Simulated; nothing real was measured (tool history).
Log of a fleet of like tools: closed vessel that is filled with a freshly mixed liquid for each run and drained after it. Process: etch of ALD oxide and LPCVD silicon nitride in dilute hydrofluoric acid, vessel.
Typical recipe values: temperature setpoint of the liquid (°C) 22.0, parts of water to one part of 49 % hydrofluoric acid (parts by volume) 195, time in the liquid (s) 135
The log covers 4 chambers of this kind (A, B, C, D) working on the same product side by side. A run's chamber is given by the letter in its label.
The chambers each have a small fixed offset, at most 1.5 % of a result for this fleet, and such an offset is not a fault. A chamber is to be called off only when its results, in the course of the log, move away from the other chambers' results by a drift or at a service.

| run | hour | temperature setpoint of the liquid (°C) | parts of water to one part of 49 % hydrofluoric acid (parts by volume) | time in the liquid (s) | hours since the thermometer was replaced | hours since the hydrofluoric acid flow meter was replaced | read-back film thickness of the ALD oxide reference wafer, read on the same gauge (nm) | read-back film thickness of the LPCVD silicon nitride reference wafer, read on the same gauge (nm) | thickness taken off the ALD oxide on a monitor wafer (Å) | thickness taken off the LPCVD silicon nitride on a monitor wafer (Å) |
|---|---|---|---|---|---|---|---|---|---|---|
| 1A | 2.4 | 22.0 | 195 | 135 | 818.8 | 1817.7 | 120.00 | 140.00 | 77.761 | 3.4869 |
| 2D | 5.4 | 22.0 | 195 | 135 | 484.1 | 1142.1 | 120.01 | 140.02 | 78.072 | 3.3586 |
| 3B | 8.4 | 22.0 | 195 | 135 | 1071.5 | 1066.6 | 119.99 | 140.00 | 76.309 | 3.5022 |
| 4C | 12.3 | 22.0 | 195 | 135 | 679.2 | 629.0 | 119.99 | 140.01 | 77.583 | 3.4271 |
| 5A | 16.8 | 22.0 | 195 | 135 | 833.2 | 1832.1 | 120.01 | 139.99 | 77.816 | 3.8995 |
| 6D | 21.2 | 22.0 | 195 | 135 | 499.9 | 1157.9 | 120.00 | 139.98 | 77.958 | 3.5345 |
| 7B | 26.0 | 22.0 | 195 | 135 | 1089.1 | 1084.2 | 120.02 | 140.02 | 77.747 | 3.4087 |
|  | 26.5 | chamber D: thermometer replaced |
| 8C | 29.9 | 22.0 | 195 | 135 | 696.8 | 646.6 | 120.01 | 140.02 | 77.605 | 3.2043 |
| 9C | 33.1 | 22.0 | 195 | 135 | 700.0 | 649.8 | 120.00 | 140.01 | 77.667 | 3.3574 |
| 10A | 35.7 | 22.0 | 195 | 135 | 852.1 | 1851.0 | 120.00 | 140.01 | 78.039 | 3.6619 |
| 11B | 40.1 | 22.0 | 245 | 135 | 1103.2 | 1098.3 | 120.01 | 139.99 | 58.351 | 2.8096 |
| 12D | 42.4 | 22.0 | 245 | 135 | 15.9 | 1179.1 | 119.98 | 140.01 | 57.867 | 2.5797 |
| 13D | 45.2 | 22.0 | 245 | 135 | 18.7 | 1181.9 | 120.01 | 139.99 | 57.649 | 2.6139 |
| 14B | 48.4 | 22.0 | 245 | 135 | 1111.5 | 1106.6 | 120.00 | 139.99 | 57.898 | 2.5169 |
| 15A | 51.4 | 23.5 | 195 | 100 | 867.8 | 1866.7 | 120.00 | 140.00 | 60.142 | 2.2942 |
| 16C | 54.6 | 23.5 | 195 | 100 | 721.5 | 671.3 | 119.98 | 140.02 | 61.420 | 2.6681 |
| 17C | 57.2 | 23.5 | 195 | 100 | 724.1 | 673.9 | 120.01 | 139.99 | 61.623 | 2.6762 |
| 18A | 59.3 | 23.5 | 195 | 100 | 875.7 | 1874.6 | 120.01 | 139.99 | 61.158 | 2.4203 |
| 19D | 62.5 | 22.0 | 195 | 135 | 36.0 | 1199.2 | 119.99 | 139.98 | 77.419 | 3.2609 |
| 20B | 65.1 | 22.0 | 260 | 65 | 1128.2 | 1123.3 | 120.00 | 140.00 | 25.950 | 1.2744 |
| 21B | 68.4 | 22.0 | 260 | 65 | 1131.5 | 1126.6 | 120.00 | 140.00 | 25.871 | 1.1758 |
| 22D | 70.5 | 22.0 | 260 | 65 | 44.0 | 1207.2 | 119.99 | 140.02 | 26.069 | 1.2665 |
| 23A | 72.8 | 22.0 | 260 | 65 | 889.2 | 1888.1 | 120.00 | 140.03 | 26.624 | 1.2174 |
| 24C | 75.6 | 22.0 | 195 | 135 | 742.5 | 692.3 | 120.01 | 140.00 | 78.888 | 3.5457 |
| 25D | 80.4 | 20.5 | 245 | 135 | 53.9 | 1217.1 | 119.99 | 139.99 | 56.185 | 2.4409 |
| 26B | 82.9 | 20.5 | 245 | 135 | 1146.0 | 1141.1 | 120.00 | 139.98 | 55.356 | 2.6850 |
| 27C | 87.0 | 20.5 | 245 | 135 | 753.9 | 703.7 | 120.00 | 139.99 | 57.068 | 2.2106 |
| 28A | 90.1 | 20.5 | 245 | 135 | 906.5 | 1905.4 | 120.00 | 140.02 | 56.144 | 2.3893 |
| 29C | 93.1 | 22.0 | 195 | 135 | 760.0 | 709.8 | 120.02 | 140.00 | 79.202 | 3.5890 |
| 30A | 97.6 | 22.0 | 240 | 110 | 914.0 | 1912.9 | 119.99 | 140.00 | 49.837 | 2.2667 |
| 31D | 101.7 | 22.0 | 240 | 110 | 75.2 | 1238.4 | 120.00 | 140.01 | 48.996 | 2.3004 |
| 32B | 104.9 | 22.0 | 240 | 110 | 1168.0 | 1163.1 | 120.00 | 140.02 | 48.998 | 2.1217 |
|  | 105.3 | chamber B: thermometer replaced |
| 33C | 107.7 | 22.0 | 240 | 110 | 774.6 | 724.4 | 119.98 | 139.96 | 50.795 | 2.6779 |
| 34A | 111.6 | 22.0 | 195 | 135 | 928.0 | 1926.9 | 120.00 | 139.98 | 77.181 | 3.3067 |
| 35D | 113.9 | 22.0 | 195 | 135 | 87.4 | 1250.6 | 119.98 | 140.01 | 77.769 | 3.3102 |
| 36B | 116.1 | 22.0 | 195 | 135 | 10.9 | 1174.3 | 120.01 | 140.02 | 76.756 | 3.5817 |
| 37B | 120.3 | 22.0 | 195 | 135 | 15.1 | 1178.5 | 120.01 | 140.00 | 76.659 | 3.4338 |
| 38C | 123.6 | 22.0 | 195 | 135 | 790.5 | 740.3 | 119.99 | 140.00 | 81.721 | 3.6932 |
| 39D | 126.3 | 22.0 | 195 | 135 | 99.8 | 1263.0 | 120.01 | 140.03 | 77.659 | 3.4465 |
| 40A | 129.5 | 22.0 | 195 | 135 | 945.9 | 1944.8 | 120.01 | 140.01 | 76.887 | 3.2841 |

All 4 chambers run these settings next. Forecast each chamber's results:
| 41A | 133.0 | 22.0 | 195 | 135 |  |  |  |  | ? | ? |
| 41B | 133.0 | 22.0 | 195 | 135 |  |  |  |  | ? | ? |
| 41C | 133.0 | 22.0 | 195 | 135 |  |  |  |  | ? | ? |
| 41D | 133.0 | 22.0 | 195 | 135 |  |  |  |  | ? | ? |

| run | thickness taken off the ALD oxide on a monitor wafer (Å) | thickness taken off the LPCVD silicon nitride on a monitor wafer (Å) |
|---|---|---|
| 41A | 78.218 | 3.5595 |
| 41B | 77.207 | 3.1034 |
| 41C | 82.219 | 3.9918 |
| 41D | 77.112 | 3.3936 |
